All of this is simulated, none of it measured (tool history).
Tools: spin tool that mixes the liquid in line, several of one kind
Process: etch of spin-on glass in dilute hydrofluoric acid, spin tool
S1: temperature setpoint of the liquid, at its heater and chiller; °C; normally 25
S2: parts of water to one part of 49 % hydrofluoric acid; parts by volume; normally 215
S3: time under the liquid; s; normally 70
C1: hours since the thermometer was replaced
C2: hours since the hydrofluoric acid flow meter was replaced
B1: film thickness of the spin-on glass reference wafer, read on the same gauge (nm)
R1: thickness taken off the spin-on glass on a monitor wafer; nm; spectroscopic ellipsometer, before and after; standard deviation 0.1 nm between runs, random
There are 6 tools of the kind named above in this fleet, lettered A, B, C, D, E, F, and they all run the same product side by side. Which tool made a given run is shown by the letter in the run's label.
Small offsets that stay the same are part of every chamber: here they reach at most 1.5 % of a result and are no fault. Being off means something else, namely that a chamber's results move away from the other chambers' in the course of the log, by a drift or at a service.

Run 1C, hour 4.4: usual settings; C1 357.7; C2 235.6; B1 130.02. Result: R1 11.898 nm.
Run 2E, hour 9.6: usual settings; C1 446; C2 287.1; B1 129.97. Result: R1 11.51 nm.
Run 3B, hour 14.4: usual settings; C1 2648.3; C2 798.3; B1 130.01. Result: R1 11.395 nm.
Run 4D, hour 20.8: usual settings; C1 54.6; C2 1303; B1 130. Result: R1 11.657 nm.
Run 5F, hour 25.5: usual settings; C1 64; C2 853.5; B1 130.03. Result: R1 11.37 nm.
At hour 28.8: chamber B: thermometer replaced.
Run 6A, hour 30.5: usual settings; C1 339.3; C2 1010.3; B1 130.01. Result: R1 11.572 nm.
Run 7C, hour 37.4: usual settings; C1 390.7; C2 268.6; B1 129.96. Result: R1 11.722 nm.
Run 8D, hour 41.5: usual settings; C1 75.3; C2 1323.7; B1 130.02. Result: R1 11.773 nm.
Run 9A, hour 46.3: usual settings; C1 355.1; C2 1026.1; B1 129.98. Result: R1 11.71 nm.
Run 10B, hour 52.4: usual settings; C1 23.7; C2 836.3; B1 129.99. Result: R1 11.59 nm.
Run 11F, hour 56.2: usual settings; C1 94.7; C2 884.2; B1 130. Result: R1 11.133 nm.
Run 12E, hour 61.5: usual settings; C1 497.9; C2 339; B1 130.02. Result: R1 11.518 nm.
Run 13C, hour 67.3: usual settings; C1 420.6; C2 298.5; B1 129.98. Result: R1 11.992 nm.
Run 14B, hour 72.5: usual settings; C1 43.8; C2 856.4; B1 130.03. Result: R1 11.6 nm.
Run 15D, hour 78.3: usual settings; C1 112.1; C2 1360.5; B1 129.94. Result: R1 11.692 nm.
Run 16A, hour 85: usual settings; C1 393.8; C2 1064.8; B1 130.04. Result: R1 11.517 nm.
Run 17E, hour 90.8: usual settings; C1 527.2; C2 368.3; B1 130.01. Result: R1 11.693 nm.
Run 18F, hour 94.5: usual settings; C1 133; C2 922.5; B1 129.99. Result: R1 11.002 nm.
Run 19D, hour 99.9: usual settings; C1 133.7; C2 1382.1; B1 129.98. Result: R1 11.674 nm.
Run 20C, hour 105.6: usual settings; C1 458.9; C2 336.8; B1 129.98. Result: R1 11.862 nm.
Run 21B, hour 111.1: usual settings; C1 82.4; C2 895; B1 129.98. Result: R1 11.527 nm.
Run 22F, hour 115.2: usual settings; C1 153.7; C2 943.2; B1 129.99. Result: R1 10.939 nm.
Run 23A, hour 118.9: usual settings; C1 427.7; C2 1098.7; B1 130.03. Result: R1 11.574 nm.
Run 24E, hour 124.4: usual settings; C1 560.8; C2 401.9; B1 129.97. Result: R1 11.561 nm.
Run 25E, hour 129.5: usual settings; C1 565.9; C2 407; B1 130.02. Result: R1 11.696 nm.
Run 26C, hour 134.3: usual settings; C1 487.6; C2 365.5; B1 129.98. Result: R1 11.8 nm.
Run 27A, hour 139: usual settings; C1 447.8; C2 1118.8; B1 129.96. Result: R1 11.695 nm.
Run 28F, hour 145.9: usual settings; C1 184.4; C2 973.9; B1 130.01. Result: R1 10.808 nm.
Run 29D, hour 150.4: usual settings; C1 184.2; C2 1432.6; B1 130.02. Result: R1 11.629 nm.
Run 30B, hour 157.2: usual settings but S2 120 parts by volume, S3 90 s; C1 128.5; C2 941.1; B1 129.99. Result: R1 29.577 nm.
Run 31E, hour 160.7: usual settings but S2 120 parts by volume, S3 90 s; C1 597.1; C2 438.2; B1 130. Result: R1 29.389 nm.
Run 32A, hour 166.6: usual settings but S2 120 parts by volume, S3 90 s; C1 475.4; C2 1146.4; B1 130. Result: R1 29.909 nm.
Run 33C, hour 170.3: usual settings but S2 120 parts by volume, S3 90 s; C1 523.6; C2 401.5; B1 130. Result: R1 29.825 nm.
Run 34B, hour 177.2: usual settings but S2 120 parts by volume, S3 90 s; C1 148.5; C2 961.1; B1 129.99. Result: R1 29.648 nm.
Run 35D, hour 181.4: usual settings but S2 120 parts by volume, S3 90 s; C1 215.2; C2 1463.6; B1 130.04. Result: R1 30.417 nm.
Run 36F, hour 186.6: usual settings; C1 225.1; C2 1014.6; B1 130.01. Result: R1 10.383 nm.
Run 37B, hour 191.7: usual settings; C1 163; C2 975.6; B1 130.03. Result: R1 11.908 nm.
Run 38E, hour 197: usual settings but S1 28 °C, S2 110 parts by volume; C1 633.4; C2 474.5; B1 130.01. Result: R1 28.307 nm.
Run 39A, hour 202: usual settings but S1 28 °C, S2 110 parts by volume; C1 510.8; C2 1181.8; B1 130. Result: R1 29.058 nm.
Run 40C, hour 205.8: usual settings but S1 28 °C, S2 110 parts by volume; C1 559.1; C2 437; B1 130. Result: R1 29.514 nm.

Has any chamber moved away from the others, gradually or after a service, or does the common gauge drift, or do the chambers differ only by their own small steady offsets? State the chamber and the most likely cause if one applies.

Little by little, chamber F moves away from the other chambers.
What lies behind it: hydrofluoric acid flow below the setpoint (%) = 8.37.
From this log alone, it may not be told apart from: liquid colder than its thermometer reads (K).

Which of the 4 candidates below, each the usual settings with something changed and its results left as question marks, puts chamber F back in line with what the other chambers give on the usual settings?
Allowed miss from the other chambers' usual-settings mean, per result, to count as in line: R1 0.36 nm
Run 41F-1, hour 210.8: usual settings but S2 195 parts by volume. Result: R1 ?.
Run 41F-2, hour 210.8: usual settings but S2 235 parts by volume. Result: R1 ?.
Run 41F-3, hour 210.8: usual settings but S2 225 parts by volume. Result: R1 ?.
Run 41F-4, hour 210.8: usual settings but S2 205 parts by volume. Result: R1 ?.

Usual-settings mean across the other chambers: R1 11.653 nm
  run      R1
41F-1  11.729
41F-2  9.3259
41F-3  9.8439
41F-4  11.037
The right change is 41F-1: it brings the chamber back within the allowed miss of the others.
